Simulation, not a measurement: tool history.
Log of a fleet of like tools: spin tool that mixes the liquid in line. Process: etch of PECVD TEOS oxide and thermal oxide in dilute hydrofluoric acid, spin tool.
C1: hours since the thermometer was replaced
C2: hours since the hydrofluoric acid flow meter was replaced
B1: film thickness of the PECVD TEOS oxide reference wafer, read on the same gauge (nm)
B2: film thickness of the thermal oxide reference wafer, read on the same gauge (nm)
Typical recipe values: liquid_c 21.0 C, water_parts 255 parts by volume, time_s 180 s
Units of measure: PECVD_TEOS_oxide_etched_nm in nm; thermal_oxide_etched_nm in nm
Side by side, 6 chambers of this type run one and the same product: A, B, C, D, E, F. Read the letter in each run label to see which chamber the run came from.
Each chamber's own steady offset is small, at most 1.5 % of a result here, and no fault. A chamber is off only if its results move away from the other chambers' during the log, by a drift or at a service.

run 1C hour=4.0 | liquid_c=21.0 water_parts=255 time_s=180 | C1=578.1 C2=696.5 | B1=59.975 B2=100.050 | PECVD_TEOS_oxide_etched_nm=11.3990 thermal_oxide_etched_nm=2.5239
run 2D hour=11.4 | liquid_c=21.0 water_parts=255 time_s=180 | C1=1830.2 C2=739.7 | B1=59.997 B2=100.020 | PECVD_TEOS_oxide_etched_nm=11.5270 thermal_oxide_etched_nm=2.5576
run 3A hour=19.7 | liquid_c=21.0 water_parts=255 time_s=180 | C1=301.4 C2=552.7 | B1=59.973 B2=99.984 | PECVD_TEOS_oxide_etched_nm=11.8030 thermal_oxide_etched_nm=2.5091
run 4F hour=26.0 | liquid_c=21.0 water_parts=255 time_s=180 | C1=425.6 C2=506.0 | B1=59.990 B2=100.000 | PECVD_TEOS_oxide_etched_nm=11.6750 thermal_oxide_etched_nm=2.6116
run 5B hour=30.6 | liquid_c=21.0 water_parts=255 time_s=180 | C1=1129.6 C2=1036.2 | B1=60.005 B2=99.987 | PECVD_TEOS_oxide_etched_nm=11.6330 thermal_oxide_etched_nm=2.5407
run 6E hour=37.7 | liquid_c=21.0 water_parts=255 time_s=180 | C1=1870.4 C2=1626.8 | B1=60.004 B2=99.993 | PECVD_TEOS_oxide_etched_nm=11.6190 thermal_oxide_etched_nm=2.5679
run 7B hour=45.8 | liquid_c=21.0 water_parts=255 time_s=180 | C1=1144.8 C2=1051.4 | B1=59.981 B2=99.994 | PECVD_TEOS_oxide_etched_nm=11.6670 thermal_oxide_etched_nm=2.6354
run 8F hour=50.8 | liquid_c=21.0 water_parts=190 time_s=180 | C1=450.4 C2=530.8 | B1=59.981 B2=100.010 | PECVD_TEOS_oxide_etched_nm=16.1220 thermal_oxide_etched_nm=3.6985
run 9D hour=56.7 | liquid_c=21.0 water_parts=190 time_s=180 | C1=1875.5 C2=785.0 | B1=60.026 B2=99.974 | PECVD_TEOS_oxide_etched_nm=16.9170 thermal_oxide_etched_nm=3.6713
run 10E hour=62.4 | liquid_c=21.0 water_parts=190 time_s=180 | C1=1895.1 C2=1651.5 | B1=60.016 B2=99.991 | PECVD_TEOS_oxide_etched_nm=16.5630 thermal_oxide_etched_nm=3.6531
-- hour=64.3 chamber E: thermometer replaced
run 11A hour=66.6 | liquid_c=21.0 water_parts=190 time_s=180 | C1=348.3 C2=599.6 | B1=60.047 B2=99.980 | PECVD_TEOS_oxide_etched_nm=16.3960 thermal_oxide_etched_nm=3.6361
run 12C hour=74.9 | liquid_c=21.0 water_parts=190 time_s=180 | C1=649.0 C2=767.4 | B1=59.996 B2=99.992 | PECVD_TEOS_oxide_etched_nm=16.7630 thermal_oxide_etched_nm=3.7099
run 13F hour=79.5 | liquid_c=21.0 water_parts=190 time_s=180 | C1=479.1 C2=559.5 | B1=59.975 B2=99.996 | PECVD_TEOS_oxide_etched_nm=16.4410 thermal_oxide_etched_nm=3.6444
run 14E hour=85.0 | liquid_c=21.0 water_parts=255 time_s=180 | C1=20.8 C2=1674.1 | B1=59.979 B2=100.030 | PECVD_TEOS_oxide_etched_nm=11.5100 thermal_oxide_etched_nm=2.5656
run 15D hour=92.3 | liquid_c=21.0 water_parts=255 time_s=180 | C1=1911.1 C2=820.6 | B1=60.008 B2=99.986 | PECVD_TEOS_oxide_etched_nm=11.5470 thermal_oxide_etched_nm=2.5083
run 16A hour=96.7 | liquid_c=21.0 water_parts=255 time_s=180 | C1=378.4 C2=629.7 | B1=59.996 B2=100.020 | PECVD_TEOS_oxide_etched_nm=11.6280 thermal_oxide_etched_nm=2.5086
run 17B hour=104.5 | liquid_c=21.0 water_parts=255 time_s=180 | C1=1203.5 C2=1110.1 | B1=60.028 B2=100.010 | PECVD_TEOS_oxide_etched_nm=11.7280 thermal_oxide_etched_nm=2.5455
run 18C hour=111.7 | liquid_c=21.0 water_parts=255 time_s=180 | C1=685.8 C2=804.2 | B1=59.955 B2=99.978 | PECVD_TEOS_oxide_etched_nm=11.7270 thermal_oxide_etched_nm=2.5274
run 19A hour=119.1 | liquid_c=21.0 water_parts=255 time_s=180 | C1=400.8 C2=652.1 | B1=59.999 B2=100.010 | PECVD_TEOS_oxide_etched_nm=11.6250 thermal_oxide_etched_nm=2.6310
run 20B hour=127.2 | liquid_c=24.5 water_parts=370 time_s=180 | C1=1226.2 C2=1132.8 | B1=60.007 B2=99.963 | PECVD_TEOS_oxide_etched_nm=8.0890 thermal_oxide_etched_nm=1.8095
run 21D hour=132.4 | liquid_c=24.5 water_parts=370 time_s=180 | C1=1951.2 C2=860.7 | B1=60.003 B2=100.050 | PECVD_TEOS_oxide_etched_nm=7.9815 thermal_oxide_etched_nm=1.7325
run 22F hour=139.6 | liquid_c=24.5 water_parts=370 time_s=180 | C1=539.2 C2=619.6 | B1=60.004 B2=99.988 | PECVD_TEOS_oxide_etched_nm=8.0966 thermal_oxide_etched_nm=1.8053
run 23C hour=145.1 | liquid_c=24.5 water_parts=370 time_s=180 | C1=719.2 C2=837.6 | B1=59.964 B2=99.998 | PECVD_TEOS_oxide_etched_nm=8.1356 thermal_oxide_etched_nm=1.7989
run 24E hour=153.5 | liquid_c=24.5 water_parts=370 time_s=180 | C1=89.3 C2=1742.6 | B1=60.024 B2=99.954 | PECVD_TEOS_oxide_etched_nm=7.9747 thermal_oxide_etched_nm=1.8285
run 25F hour=161.2 | liquid_c=24.5 water_parts=370 time_s=180 | C1=560.8 C2=641.2 | B1=59.994 B2=100.030 | PECVD_TEOS_oxide_etched_nm=8.1657 thermal_oxide_etched_nm=1.8074
-- hour=161.7 chamber D: hydrofluoric acid flow meter replaced
run 26E hour=167.7 | liquid_c=21.0 water_parts=255 time_s=180 | C1=103.5 C2=1756.8 | B1=59.968 B2=100.010 | PECVD_TEOS_oxide_etched_nm=11.4510 thermal_oxide_etched_nm=2.5564
run 27B hour=173.3 | liquid_c=21.0 water_parts=185 time_s=215 | C1=1272.3 C2=1178.9 | B1=59.961 B2=99.974 | PECVD_TEOS_oxide_etched_nm=20.6710 thermal_oxide_etched_nm=4.4728
run 28D hour=178.6 | liquid_c=21.0 water_parts=185 time_s=215 | C1=1997.4 C2=16.9 | B1=60.021 B2=99.994 | PECVD_TEOS_oxide_etched_nm=20.1670 thermal_oxide_etched_nm=4.4394
run 29C hour=184.5 | liquid_c=21.0 water_parts=185 time_s=215 | C1=758.6 C2=877.0 | B1=60.010 B2=99.979 | PECVD_TEOS_oxide_etched_nm=21.1460 thermal_oxide_etched_nm=4.6947
run 30A hour=190.6 | liquid_c=21.0 water_parts=185 time_s=215 | C1=472.3 C2=723.6 | B1=60.012 B2=100.060 | PECVD_TEOS_oxide_etched_nm=20.8970 thermal_oxide_etched_nm=4.4427
run 31D hour=195.9 | liquid_c=21.0 water_parts=185 time_s=215 | C1=2014.7 C2=34.2 | B1=59.986 B2=100.000 | PECVD_TEOS_oxide_etched_nm=20.3630 thermal_oxide_etched_nm=4.5492
run 32C hour=199.8 | liquid_c=21.0 water_parts=185 time_s=215 | C1=773.9 C2=892.3 | B1=59.988 B2=99.984 | PECVD_TEOS_oxide_etched_nm=21.3200 thermal_oxide_etched_nm=4.5819
run 33B hour=207.3 | liquid_c=21.0 water_parts=370 time_s=245 | C1=1306.3 C2=1212.9 | B1=59.997 B2=99.974 | PECVD_TEOS_oxide_etched_nm=9.8760 thermal_oxide_etched_nm=2.1763
run 34A hour=213.8 | liquid_c=21.0 water_parts=370 time_s=245 | C1=495.5 C2=746.8 | B1=60.006 B2=99.961 | PECVD_TEOS_oxide_etched_nm=9.9253 thermal_oxide_etched_nm=2.1584
run 35E hour=220.0 | liquid_c=21.0 water_parts=370 time_s=245 | C1=155.8 C2=1809.1 | B1=60.012 B2=99.941 | PECVD_TEOS_oxide_etched_nm=9.6478 thermal_oxide_etched_nm=2.1416
run 36F hour=227.5 | liquid_c=21.0 water_parts=370 time_s=245 | C1=627.1 C2=707.5 | B1=59.996 B2=100.020 | PECVD_TEOS_oxide_etched_nm=9.9397 thermal_oxide_etched_nm=2.2772
run 37B hour=234.5 | liquid_c=21.0 water_parts=370 time_s=245 | C1=1333.5 C2=1240.1 | B1=59.989 B2=99.988 | PECVD_TEOS_oxide_etched_nm=9.7185 thermal_oxide_etched_nm=2.1870
run 38C hour=241.1 | liquid_c=21.0 water_parts=370 time_s=245 | C1=815.2 C2=933.6 | B1=59.995 B2=100.010 | PECVD_TEOS_oxide_etched_nm=9.9817 thermal_oxide_etched_nm=2.1969
run 39E hour=249.5 | liquid_c=21.0 water_parts=255 time_s=180 | C1=185.3 C2=1838.6 | B1=60.015 B2=100.020 | PECVD_TEOS_oxide_etched_nm=11.5070 thermal_oxide_etched_nm=2.5542
run 40F hour=256.9 | liquid_c=21.0 water_parts=255 time_s=245 | C1=656.5 C2=736.9 | B1=60.016 B2=100.010 | PECVD_TEOS_oxide_etched_nm=15.8250 thermal_oxide_etched_nm=3.5676
run 41A hour=264.5 | liquid_c=21.0 water_parts=255 time_s=245 | C1=546.2 C2=797.5 | B1=60.025 B2=99.996 | PECVD_TEOS_oxide_etched_nm=15.7950 thermal_oxide_etched_nm=3.4346
run 42D hour=271.0 | liquid_c=21.0 water_parts=255 time_s=245 | C1=2089.8 C2=109.3 | B1=60.006 B2=99.999 | PECVD_TEOS_oxide_etched_nm=15.8800 thermal_oxide_etched_nm=3.4330
run 43F hour=276.3 | liquid_c=21.0 water_parts=255 time_s=245 | C1=675.9 C2=756.3 | B1=59.985 B2=100.000 | PECVD_TEOS_oxide_etched_nm=15.7710 thermal_oxide_etched_nm=3.4455

Is one chamber off against the others, does the gauge drift, or is nothing wrong? If a chamber is off, say which, and what the likeliest cause is.

One chamber, C, drifts off from the rest bit by bit.
Cause: liquid hotter than its thermometer reads (K) = 1.4.
It could be hard to tell apart here from: hydrofluoric acid flow above the setpoint (%).

Which of the 4 candidates below, each the usual settings with something changed and its results left as question marks, puts chamber C back in line with what the other chambers give on the usual settings?
In line means no further than this from the other chambers' mean on the usual settings: PECVD_TEOS_oxide_etched_nm 0.3500 nm; thermal_oxide_etched_nm 0.1300 nm
run 44C-1 hour=282.4 | liquid_c=21.0 water_parts=260 time_s=175 | PECVD_TEOS_oxide_etched_nm=? thermal_oxide_etched_nm=?
run 44C-2 hour=282.4 | liquid_c=21.0 water_parts=245 time_s=190 | PECVD_TEOS_oxide_etched_nm=? thermal_oxide_etched_nm=?
run 44C-3 hour=282.4 | liquid_c=21.0 water_parts=265 time_s=170 | PECVD_TEOS_oxide_etched_nm=? thermal_oxide_etched_nm=?
run 44C-4 hour=282.4 | liquid_c=21.0 water_parts=250 time_s=185 | PECVD_TEOS_oxide_etched_nm=? thermal_oxide_etched_nm=?

Other chambers, usual settings, mean: PECVD_TEOS_oxide_etched_nm 11.5900 nm; thermal_oxide_etched_nm 2.5566 nm
run=44C-1 PECVD_TEOS_oxide_etched_nm=11.4790 thermal_oxide_etched_nm=2.4957
run=44C-2 PECVD_TEOS_oxide_etched_nm=13.4370 thermal_oxide_etched_nm=2.9214
run=44C-3 PECVD_TEOS_oxide_etched_nm=10.8840 thermal_oxide_etched_nm=2.3662
run=44C-4 PECVD_TEOS_oxide_etched_nm=12.7540 thermal_oxide_etched_nm=2.7728
With 44C-1, the chamber falls back in line with the rest.
